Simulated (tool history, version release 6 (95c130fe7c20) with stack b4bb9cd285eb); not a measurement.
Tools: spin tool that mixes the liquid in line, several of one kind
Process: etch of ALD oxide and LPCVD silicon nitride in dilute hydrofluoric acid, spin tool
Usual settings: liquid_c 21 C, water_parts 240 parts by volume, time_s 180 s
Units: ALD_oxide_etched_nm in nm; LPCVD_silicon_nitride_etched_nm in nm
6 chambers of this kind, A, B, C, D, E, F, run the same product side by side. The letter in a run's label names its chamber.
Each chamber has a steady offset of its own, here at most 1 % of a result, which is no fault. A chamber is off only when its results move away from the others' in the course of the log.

| run | hour | liquid_c | water_parts | time_s | hours since the thermometer was replaced | hours since the hydrofluoric acid flow meter was replaced | read-back film thickness of the ALD oxide reference wafer, read on the same gauge (nm) | read-back film thickness of the LPCVD silicon nitride reference wafer, read on the same gauge (nm) | ALD_oxide_etched_nm | LPCVD_silicon_nitride_etched_nm |
|---|---|---|---|---|---|---|---|---|---|---|
| 1C | 4.7 | 21 | 240 | 180 | 467.9 | 478.5 | 70.000 | 90.005 | 13.775 | 0.33848 |
| 2B | 13.1 | 21 | 240 | 180 | 1284.7 | 790.8 | 69.996 | 90.017 | 13.613 | 0.32147 |
| 3D | 20.1 | 21 | 240 | 180 | 465.2 | 385.4 | 69.999 | 89.987 | 13.838 | 0.35971 |
| 4A | 29.7 | 21 | 240 | 180 | 248.6 | 1192.1 | 70.018 | 89.993 | 13.691 | 0.33939 |
| 5E | 35.2 | 19 | 240 | 180 | 218.8 | 47.7 | 70.013 | 90.012 | 12.652 | 0.32253 |
| 6F | 41.3 | 19 | 240 | 180 | 913.8 | 1091.3 | 69.977 | 90.005 | 12.968 | 0.31153 |
| 7E | 46.4 | 19 | 240 | 180 | 230.0 | 58.9 | 69.986 | 90.005 | 12.703 | 0.26669 |
| 8D | 52.4 | 19 | 240 | 180 | 497.5 | 417.7 | 70.000 | 90.019 | 12.724 | 0.28006 |
| 9A | 57.7 | 19 | 240 | 180 | 276.6 | 1220.1 | 69.991 | 90.006 | 12.533 | 0.31361 |
| 10F | 67.6 | 19 | 240 | 180 | 940.1 | 1117.6 | 69.976 | 89.997 | 12.854 | 0.31500 |
| 11C | 75.7 | 21 | 240 | 180 | 538.9 | 549.5 | 70.021 | 89.995 | 13.952 | 0.31745 |
|  | 81.8 | chamber D: thermometer replaced |
| 12B | 82.8 | 21 | 300 | 285 | 1354.4 | 860.5 | 70.013 | 89.989 | 16.354 | 0.40218 |
| 13A | 91.9 | 21 | 300 | 285 | 310.8 | 1254.3 | 69.997 | 89.995 | 16.374 | 0.39106 |
| 14E | 102.1 | 21 | 300 | 285 | 285.7 | 114.6 | 70.019 | 89.992 | 16.411 | 0.43103 |
| 15C | 112.2 | 21 | 300 | 285 | 575.4 | 586.0 | 69.974 | 89.981 | 16.551 | 0.46974 |
| 16F | 120.7 | 21 | 300 | 285 | 993.2 | 1170.7 | 70.001 | 89.997 | 16.785 | 0.36236 |
| 17B | 127.1 | 21 | 300 | 285 | 1398.7 | 904.8 | 70.001 | 90.000 | 16.253 | 0.38773 |
| 18D | 136.0 | 21 | 240 | 180 | 54.2 | 501.3 | 70.002 | 90.002 | 13.579 | 0.32582 |
| 19D | 142.9 | 21 | 240 | 180 | 61.1 | 508.2 | 70.011 | 90.007 | 13.789 | 0.27826 |
| 20E | 149.7 | 21 | 240 | 180 | 333.3 | 162.2 | 69.976 | 90.001 | 13.840 | 0.32581 |
| 21A | 154.1 | 21 | 240 | 180 | 373.0 | 1316.5 | 70.004 | 90.012 | 13.800 | 0.30338 |
| 22C | 159.9 | 21 | 240 | 180 | 623.1 | 633.7 | 69.974 | 90.005 | 13.968 | 0.31278 |
| 23F | 167.7 | 21 | 240 | 180 | 1040.2 | 1217.7 | 69.989 | 89.999 | 13.808 | 0.32445 |
| 24B | 175.8 | 21 | 240 | 180 | 1447.4 | 953.5 | 69.979 | 90.023 | 13.696 | 0.30324 |
| 25B | 181.7 | 21 | 240 | 180 | 1453.3 | 959.4 | 70.008 | 89.995 | 13.629 | 0.33083 |
| 26C | 186.3 | 21 | 240 | 180 | 649.5 | 660.1 | 70.003 | 89.992 | 13.764 | 0.29007 |
| 27D | 194.9 | 21 | 240 | 180 | 113.1 | 560.2 | 70.009 | 89.990 | 13.611 | 0.31588 |
|  | 199.3 | chamber D: hydrofluoric acid flow meter replaced |
| 28F | 201.8 | 21 | 240 | 180 | 1074.3 | 1251.8 | 70.002 | 90.002 | 13.649 | 0.35292 |
|  | 208.9 | chamber B: thermometer replaced |
| 29E | 211.6 | 21 | 240 | 180 | 395.2 | 224.1 | 70.010 | 90.003 | 14.103 | 0.35293 |
| 30A | 218.0 | 21 | 240 | 180 | 436.9 | 1380.4 | 70.027 | 90.016 | 13.497 | 0.31638 |
| 31D | 227.4 | 21 | 240 | 180 | 145.6 | 28.1 | 70.030 | 89.992 | 13.648 | 0.35994 |
| 32F | 235.2 | 21 | 240 | 180 | 1107.7 | 1285.2 | 69.997 | 90.012 | 13.778 | 0.32359 |
| 33B | 240.7 | 21 | 240 | 180 | 31.9 | 1018.4 | 70.026 | 90.014 | 13.568 | 0.34474 |
| 34E | 247.8 | 21 | 240 | 180 | 431.4 | 260.3 | 69.996 | 89.998 | 14.371 | 0.33116 |
| 35C | 256.1 | 21 | 240 | 180 | 719.3 | 729.9 | 70.001 | 90.001 | 13.779 | 0.33382 |
| 36A | 261.6 | 21 | 240 | 180 | 480.5 | 1424.0 | 69.990 | 90.012 | 13.801 | 0.31471 |
| 37B | 271.0 | 21 | 240 | 180 | 62.2 | 1048.7 | 70.003 | 89.991 | 13.501 | 0.33993 |
|  | 275.3 | chamber F: hydrofluoric acid flow meter replaced |
| 38D | 279.8 | 21 | 125 | 180 | 198.0 | 80.5 | 69.981 | 90.002 | 30.074 | 0.69373 |
| 39A | 284.3 | 21 | 125 | 180 | 503.2 | 1446.7 | 69.974 | 90.001 | 28.892 | 0.60774 |
| 40F | 292.3 | 21 | 125 | 180 | 1164.8 | 17.1 | 70.001 | 90.029 | 29.432 | 0.58677 |
| 41E | 298.7 | 21 | 125 | 180 | 482.3 | 311.2 | 70.009 | 90.007 | 31.016 | 0.64231 |
| 42C | 305.5 | 21 | 125 | 180 | 768.7 | 779.3 | 69.998 | 90.007 | 30.059 | 0.63965 |

Next, every chamber runs the same settings. What will each give?
| 43A | 312.8 | 21 | 135 | 180 |  |  |  |  | ? | ? |
| 43B | 312.8 | 21 | 135 | 180 |  |  |  |  | ? | ? |
| 43C | 312.8 | 21 | 135 | 180 |  |  |  |  | ? | ? |
| 43D | 312.8 | 21 | 135 | 180 |  |  |  |  | ? | ? |
| 43E | 312.8 | 21 | 135 | 180 |  |  |  |  | ? | ? |
| 43F | 312.8 | 21 | 135 | 180 |  |  |  |  | ? | ? |

| run | ALD_oxide_etched_nm | LPCVD_silicon_nitride_etched_nm |
|---|---|---|
| 43A | 26.419 | 0.56825 |
| 43B | 27.160 | 0.64377 |
| 43C | 27.717 | 0.61798 |
| 43D | 27.489 | 0.61678 |
| 43E | 28.568 | 0.54288 |
| 43F | 27.188 | 0.55617 |
